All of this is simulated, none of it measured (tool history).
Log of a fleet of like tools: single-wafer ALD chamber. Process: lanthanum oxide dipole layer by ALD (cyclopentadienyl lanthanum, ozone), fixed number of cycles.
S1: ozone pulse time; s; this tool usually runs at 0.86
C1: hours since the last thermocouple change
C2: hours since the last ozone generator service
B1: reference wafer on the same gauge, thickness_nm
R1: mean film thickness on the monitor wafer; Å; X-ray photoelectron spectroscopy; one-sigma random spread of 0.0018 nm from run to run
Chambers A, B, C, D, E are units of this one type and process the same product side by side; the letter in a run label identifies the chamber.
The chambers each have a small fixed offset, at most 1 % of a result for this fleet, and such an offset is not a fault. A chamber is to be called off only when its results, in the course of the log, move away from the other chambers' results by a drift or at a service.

run 1C hour=9.8 | S1=0.86 | C1=671.9 C2=267.9 | B1=0.51472 | R1=4.7658
run 2E hour=15.6 | S1=0.86 | C1=301.3 C2=374 | B1=0.51519 | R1=4.7158
run 3D hour=25.4 | S1=0.86 | C1=188.5 C2=303.4 | B1=0.5152 | R1=4.7241
run 4A hour=33.8 | S1=0.86 | C1=800.8 C2=430.7 | B1=0.51522 | R1=4.7446
run 5B hour=44.4 | S1=0.86 | C1=699.8 C2=410.6 | B1=0.51496 | R1=4.7099
run 6D hour=50.2 | S1=0.86 | C1=213.3 C2=328.2 | B1=0.51522 | R1=4.759
run 7B hour=56.9 | S1=0.86 | C1=712.3 C2=423.1 | B1=0.51482 | R1=4.7146
run 8A hour=64.4 | S1=0.86 | C1=831.4 C2=461.3 | B1=0.51489 | R1=4.7566
run 9E hour=74.2 | S1=0.86 | C1=359.9 C2=432.6 | B1=0.51466 | R1=4.7266
run 10C hour=86.1 | S1=0.86 | C1=748.2 C2=344.2 | B1=0.51482 | R1=4.7422
run 11E hour=92.7 | S1=0.86 | C1=378.4 C2=451.1 | B1=0.51517 | R1=4.7006
run 12B hour=99.8 | S1=0.86 | C1=755.2 C2=466 | B1=0.51516 | R1=4.7216
run 13C hour=108.3 | S1=0.86 | C1=770.4 C2=366.4 | B1=0.51517 | R1=4.7634
run 14A hour=114.8 | S1=0.86 | C1=881.8 C2=511.7 | B1=0.51498 | R1=4.7561
run 15D hour=125 | S1=0.86 | C1=288.1 C2=403 | B1=0.51468 | R1=4.7235
run 16C hour=135.2 | S1=0.57 | C1=797.3 C2=393.3 | B1=0.51473 | R1=3.9596
run 17B hour=142.2 | S1=0.57 | C1=797.6 C2=508.4 | B1=0.51489 | R1=3.8621
run 18D hour=149.3 | S1=0.57 | C1=312.4 C2=427.3 | B1=0.51541 | R1=3.9371
run 19A hour=160.5 | S1=0.57 | C1=927.5 C2=557.4 | B1=0.51472 | R1=3.8368
run 20E hour=166.4 | S1=0.57 | C1=452.1 C2=524.8 | B1=0.51544 | R1=3.9437
run 21E hour=178.5 | S1=1.01 | C1=464.2 C2=536.9 | B1=0.51489 | R1=5.001
run 22D hour=187.2 | S1=1.01 | C1=350.3 C2=465.2 | B1=0.51563 | R1=4.9604
run 23B hour=198.6 | S1=1.01 | C1=854 C2=564.8 | B1=0.51527 | R1=4.9994
run 24A hour=207.4 | S1=1.01 | C1=974.4 C2=604.3 | B1=0.51462 | R1=4.8895
run 25C hour=214.7 | S1=1.01 | C1=876.8 C2=472.8 | B1=0.51513 | R1=5.0171
run 26D hour=222.8 | S1=0.86 | C1=385.9 C2=500.8 | B1=0.51526 | R1=4.7399
run 27C hour=228.7 | S1=0.86 | C1=890.8 C2=486.8 | B1=0.51502 | R1=4.7469
run 28A hour=239.9 | S1=0.86 | C1=1006.9 C2=636.8 | B1=0.5154 | R1=4.6247
run 29E hour=245.6 | S1=0.86 | C1=531.3 C2=604 | B1=0.51517 | R1=4.7032
run 30B hour=253.6 | S1=1.08 | C1=909 C2=619.8 | B1=0.51489 | R1=5.092

Next, all 5 chambers run the settings below, one line each with question marks for the results. What does each chamber give?
run 31A hour=262.3 | S1=0.75 | R1=?
run 31B hour=262.3 | S1=0.75 | R1=?
run 31C hour=262.3 | S1=0.75 | R1=?
run 31D hour=262.3 | S1=0.75 | R1=?
run 31E hour=262.3 | S1=0.75 | R1=?

run=31A R1=4.3
run=31B R1=4.4612
run=31C R1=4.4734
run=31D R1=4.4604
run=31E R1=4.4656
